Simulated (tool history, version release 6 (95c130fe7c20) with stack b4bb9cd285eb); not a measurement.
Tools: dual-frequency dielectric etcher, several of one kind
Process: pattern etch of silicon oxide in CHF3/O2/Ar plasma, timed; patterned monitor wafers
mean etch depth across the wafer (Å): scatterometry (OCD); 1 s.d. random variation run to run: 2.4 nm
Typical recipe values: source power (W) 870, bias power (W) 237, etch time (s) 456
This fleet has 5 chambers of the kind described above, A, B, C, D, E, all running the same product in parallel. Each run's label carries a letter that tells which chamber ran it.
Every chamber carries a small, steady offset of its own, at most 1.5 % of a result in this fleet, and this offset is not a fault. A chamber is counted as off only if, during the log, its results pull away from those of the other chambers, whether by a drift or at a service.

| run | hour | source power (W) | bias power (W) | etch time (s) | hours since the last wet clean | hours since the last source power generator calibration | hours since the last bias power generator calibration | read-back reference wafer on the same gauge, depth_nm | mean etch depth across the wafer (Å) |
|---|---|---|---|---|---|---|---|---|---|
| 1B | 7.4 | 870 | 237 | 456 | 73.0 | 2077.6 | 2442.1 | 979.86 | 11507 |
| 2D | 11.3 | 870 | 237 | 456 | 262.2 | 4092.2 | 1368.6 | 979.95 | 11365 |
| 3C | 19.1 | 870 | 237 | 456 | 167.9 | 4707.3 | 208.6 | 979.58 | 11502 |
| 4E | 26.2 | 870 | 237 | 456 | 161.6 | 2992.2 | 1296.6 | 980.02 | 11449 |
|  | 28.3 | chamber D: bias power generator calibrated |
| 5A | 32.0 | 870 | 237 | 456 | 523.8 | 2338.3 | 570.1 | 980.08 | 11277 |
| 6E | 36.6 | 870 | 237 | 456 | 172.0 | 3002.6 | 1307.0 | 979.99 | 11408 |
| 7B | 41.2 | 870 | 237 | 456 | 106.8 | 2111.4 | 2475.9 | 979.76 | 11536 |
| 8C | 48.3 | 870 | 237 | 456 | 197.1 | 4736.5 | 237.8 | 979.88 | 11457 |
| 9D | 56.6 | 870 | 217 | 456 | 307.5 | 4137.5 | 28.4 | 979.82 | 11084 |
| 10A | 60.4 | 870 | 217 | 456 | 552.2 | 2366.7 | 598.5 | 979.83 | 10964 |
| 11B | 68.8 | 870 | 217 | 456 | 134.4 | 2139.0 | 2503.5 | 979.83 | 11153 |
| 12E | 75.1 | 870 | 217 | 456 | 210.5 | 3041.1 | 1345.5 | 980.67 | 11079 |
| 13A | 82.1 | 870 | 217 | 456 | 573.9 | 2388.4 | 620.2 | 980.20 | 10940 |
| 14C | 87.9 | 870 | 237 | 456 | 236.7 | 4776.1 | 277.4 | 980.18 | 11487 |
| 15D | 92.4 | 870 | 237 | 456 | 343.3 | 4173.3 | 64.2 | 979.78 | 11369 |
| 16E | 98.4 | 870 | 237 | 456 | 233.8 | 3064.4 | 1368.8 | 979.87 | 11424 |
| 17B | 103.9 | 870 | 237 | 456 | 169.5 | 2174.1 | 2538.6 | 980.00 | 11488 |
|  | 106.1 | chamber A: wet clean of the chamber |
| 18D | 109.3 | 870 | 237 | 456 | 360.2 | 4190.2 | 81.1 | 980.11 | 11392 |
|  | 110.6 | chamber C: source power generator calibrated |
| 19C | 116.3 | 870 | 237 | 456 | 265.1 | 5.8 | 305.8 | 980.66 | 11460 |
| 20A | 121.3 | 870 | 237 | 456 | 15.2 | 2427.6 | 659.4 | 980.20 | 11059 |
| 21C | 125.7 | 870 | 237 | 456 | 274.5 | 15.2 | 315.2 | 979.75 | 11483 |
| 22B | 131.8 | 870 | 237 | 456 | 197.4 | 2202.0 | 2566.5 | 979.96 | 11499 |
| 23E | 137.3 | 870 | 237 | 456 | 272.7 | 3103.3 | 1407.7 | 979.47 | 11409 |
| 24D | 142.2 | 870 | 237 | 456 | 393.1 | 4223.1 | 114.0 | 979.83 | 11403 |
| 25A | 148.1 | 870 | 237 | 456 | 42.0 | 2454.4 | 686.2 | 979.86 | 11094 |
|  | 151.3 | chamber D: wet clean of the chamber |
| 26C | 153.2 | 870 | 237 | 456 | 302.0 | 42.7 | 342.7 | 979.97 | 11470 |
| 27D | 160.6 | 870 | 237 | 456 | 9.4 | 4241.5 | 132.4 | 980.27 | 11364 |
| 28A | 167.0 | 870 | 237 | 456 | 60.9 | 2473.3 | 705.1 | 980.35 | 11058 |
| 29E | 174.4 | 870 | 237 | 456 | 309.8 | 3140.4 | 1444.8 | 979.62 | 11408 |
| 30B | 179.0 | 870 | 237 | 456 | 244.6 | 2249.2 | 2613.7 | 980.30 | 11467 |
| 31C | 185.6 | 870 | 237 | 456 | 334.4 | 75.1 | 375.1 | 979.86 | 11465 |
| 32E | 190.8 | 870 | 237 | 456 | 326.2 | 3156.8 | 1461.2 | 980.26 | 11447 |
| 33B | 199.0 | 870 | 237 | 456 | 264.6 | 2269.2 | 2633.7 | 979.95 | 11502 |
| 34A | 205.6 | 870 | 237 | 456 | 99.5 | 2511.9 | 743.7 | 979.43 | 11063 |
| 35D | 211.7 | 870 | 237 | 456 | 60.5 | 4292.6 | 183.5 | 980.22 | 11355 |

One chamber off, gauge drift, or nothing amiss beyond the chambers' own small offsets? If it is a chamber, which one, and what is the likeliest cause?

A service left chamber A off against the others.
What lies behind it: etch rate under this chamber's usual, % = 1.78.

Below are 4 candidate recipes for chamber A's next run, each the usual settings with a change, their results shown as question marks. Which of them brings A's results back in line with what the other chambers give on the usual settings?
Allowed miss from the other chambers' usual-settings mean, per result, to count as in line: mean etch depth across the wafer (Å) 92
| 36A-1 | 217.7 | 830 | 227 | 456.0 |  |  |  |  | ? |
| 36A-2 | 217.7 | 880 | 239 | 468.5 |  |  |  |  | ? |
| 36A-3 | 217.7 | 870 | 237 | 449.0 |  |  |  |  | ? |
| 36A-4 | 217.7 | 870 | 238 | 462.0 |  |  |  |  | ? |

The mean the other chambers reach with the usual settings: mean etch depth across the wafer (Å) 11444
| run | mean etch depth across the wafer (Å) |
|---|---|
| 36A-1 | 10713 |
| 36A-2 | 11461 |
| 36A-3 | 10904 |
| 36A-4 | 11236 |
36A-2 is the one that brings the chamber's results back in line with the other chambers.
